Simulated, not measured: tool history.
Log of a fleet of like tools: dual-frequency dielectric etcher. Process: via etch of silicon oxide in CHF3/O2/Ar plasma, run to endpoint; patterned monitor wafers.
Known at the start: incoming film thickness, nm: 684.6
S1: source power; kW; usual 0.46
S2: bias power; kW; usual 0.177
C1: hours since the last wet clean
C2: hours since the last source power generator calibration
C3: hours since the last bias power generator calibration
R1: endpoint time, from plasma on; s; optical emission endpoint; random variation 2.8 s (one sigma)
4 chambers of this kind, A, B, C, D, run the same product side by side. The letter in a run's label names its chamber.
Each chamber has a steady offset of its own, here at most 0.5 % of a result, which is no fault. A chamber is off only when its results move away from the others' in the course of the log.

{"run": "1A", "hour": 9.3, "S1": 0.46, "S2": 0.177, "C1": 142.7, "C2": 1800, "C3": 2488.8, "R1": 386.15}
{"hour": 18.7, "done": "chamber A: source power generator calibrated"}
{"run": "2B", "hour": 21.7, "S1": 0.46, "S2": 0.177, "C1": 346.5, "C2": 920, "C3": 546.8, "R1": 387.18}
{"run": "3D", "hour": 32.9, "S1": 0.46, "S2": 0.177, "C1": 254.8, "C2": 2484.4, "C3": 3471.7, "R1": 383.22}
{"run": "4C", "hour": 40.4, "S1": 0.46, "S2": 0.177, "C1": 114.1, "C2": 3260, "C3": 745.4, "R1": 383.82}
{"run": "5A", "hour": 46.8, "S1": 0.46, "S2": 0.177, "C1": 180.2, "C2": 28.1, "C3": 2526.3, "R1": 388.46}
{"run": "6C", "hour": 58.4, "S1": 0.46, "S2": 0.177, "C1": 132.1, "C2": 3278, "C3": 763.4, "R1": 385.2}
{"run": "7D", "hour": 69.4, "S1": 0.46, "S2": 0.177, "C1": 291.3, "C2": 2520.9, "C3": 3508.2, "R1": 389.18}
{"run": "8B", "hour": 77.8, "S1": 0.46, "S2": 0.177, "C1": 402.6, "C2": 976.1, "C3": 602.9, "R1": 382.96}
{"hour": 84.2, "done": "chamber B: wet clean of the chamber"}
{"run": "9C", "hour": 91.9, "S1": 0.46, "S2": 0.177, "C1": 165.6, "C2": 3311.5, "C3": 796.9, "R1": 384.13}
{"run": "10A", "hour": 105.1, "S1": 0.46, "S2": 0.177, "C1": 238.5, "C2": 86.4, "C3": 2584.6, "R1": 386.78}
{"run": "11B", "hour": 114.8, "S1": 0.46, "S2": 0.177, "C1": 30.6, "C2": 1013.1, "C3": 639.9, "R1": 384.61}
{"run": "12D", "hour": 128.3, "S1": 0.46, "S2": 0.177, "C1": 350.2, "C2": 2579.8, "C3": 3567.1, "R1": 381.68}
{"run": "13A", "hour": 134.6, "S1": 0.38, "S2": 0.219, "C1": 268, "C2": 115.9, "C3": 2614.1, "R1": 381.82}
{"run": "14B", "hour": 148.9, "S1": 0.38, "S2": 0.219, "C1": 64.7, "C2": 1047.2, "C3": 674, "R1": 384.98}
{"run": "15C", "hour": 161.9, "S1": 0.38, "S2": 0.219, "C1": 235.6, "C2": 3381.5, "C3": 866.9, "R1": 384.24}
{"run": "16D", "hour": 175.0, "S1": 0.38, "S2": 0.219, "C1": 396.9, "C2": 2626.5, "C3": 3613.8, "R1": 388.97}
{"run": "17A", "hour": 182.9, "S1": 0.46, "S2": 0.177, "C1": 316.3, "C2": 164.2, "C3": 2662.4, "R1": 393.45}
{"run": "18D", "hour": 194.7, "S1": 0.46, "S2": 0.177, "C1": 416.6, "C2": 2646.2, "C3": 3633.5, "R1": 385.98}
{"run": "19C", "hour": 201.9, "S1": 0.37, "S2": 0.177, "C1": 275.6, "C2": 3421.5, "C3": 906.9, "R1": 424.47}
{"hour": 208.8, "done": "chamber D: wet clean of the chamber"}
{"run": "20B", "hour": 212.7, "S1": 0.37, "S2": 0.177, "C1": 128.5, "C2": 1111, "C3": 737.8, "R1": 417.73}
{"run": "21C", "hour": 225.5, "S1": 0.37, "S2": 0.177, "C1": 299.2, "C2": 3445.1, "C3": 930.5, "R1": 424.49}
{"run": "22B", "hour": 232.6, "S1": 0.37, "S2": 0.177, "C1": 148.4, "C2": 1130.9, "C3": 757.7, "R1": 420.3}
{"run": "23D", "hour": 245.7, "S1": 0.51, "S2": 0.145, "C1": 37, "C2": 2697.2, "C3": 3684.5, "R1": 392.58}
{"run": "24A", "hour": 256.3, "S1": 0.51, "S2": 0.145, "C1": 389.7, "C2": 237.6, "C3": 2735.8, "R1": 397.55}
{"run": "25D", "hour": 264.6, "S1": 0.51, "S2": 0.145, "C1": 55.9, "C2": 2716.1, "C3": 3703.4, "R1": 402.43}
{"hour": 271.6, "done": "chamber C: source power generator calibrated"}
{"run": "26C", "hour": 272.1, "S1": 0.51, "S2": 0.145, "C1": 345.8, "C2": 0.6, "C3": 977.1, "R1": 395.12}
{"run": "27B", "hour": 284.7, "S1": 0.46, "S2": 0.177, "C1": 200.5, "C2": 1183, "C3": 809.8, "R1": 383.06}
{"run": "28A", "hour": 293.2, "S1": 0.46, "S2": 0.177, "C1": 426.6, "C2": 274.5, "C3": 2772.7, "R1": 384.23}
{"run": "29B", "hour": 303.8, "S1": 0.46, "S2": 0.177, "C1": 219.6, "C2": 1202.1, "C3": 828.9, "R1": 378.98}
{"run": "30C", "hour": 313.9, "S1": 0.46, "S2": 0.177, "C1": 387.6, "C2": 42.4, "C3": 1018.9, "R1": 380.14}
{"run": "31D", "hour": 322.8, "S1": 0.46, "S2": 0.177, "C1": 114.1, "C2": 2774.3, "C3": 3761.6, "R1": 382.51}
{"run": "32A", "hour": 334.3, "S1": 0.52, "S2": 0.2, "C1": 467.7, "C2": 315.6, "C3": 2813.8, "R1": 355.33}
{"run": "33D", "hour": 344.3, "S1": 0.52, "S2": 0.2, "C1": 135.6, "C2": 2795.8, "C3": 3783.1, "R1": 357.87}
{"run": "34A", "hour": 353.9, "S1": 0.52, "S2": 0.2, "C1": 487.3, "C2": 335.2, "C3": 2833.4, "R1": 350.12}
{"run": "35B", "hour": 363.6, "S1": 0.52, "S2": 0.2, "C1": 279.4, "C2": 1261.9, "C3": 888.7, "R1": 349}

Next, every chamber runs the same settings. What will each give?
{"run": "36A", "hour": 373.9, "S1": 0.46, "S2": 0.177, "R1": "?"}
{"run": "36B", "hour": 373.9, "S1": 0.46, "S2": 0.177, "R1": "?"}
{"run": "36C", "hour": 373.9, "S1": 0.46, "S2": 0.177, "R1": "?"}
{"run": "36D", "hour": 373.9, "S1": 0.46, "S2": 0.177, "R1": "?"}

run=36A R1=384.4
run=36B R1=384.67
run=36C R1=390.22
run=36D R1=391.49
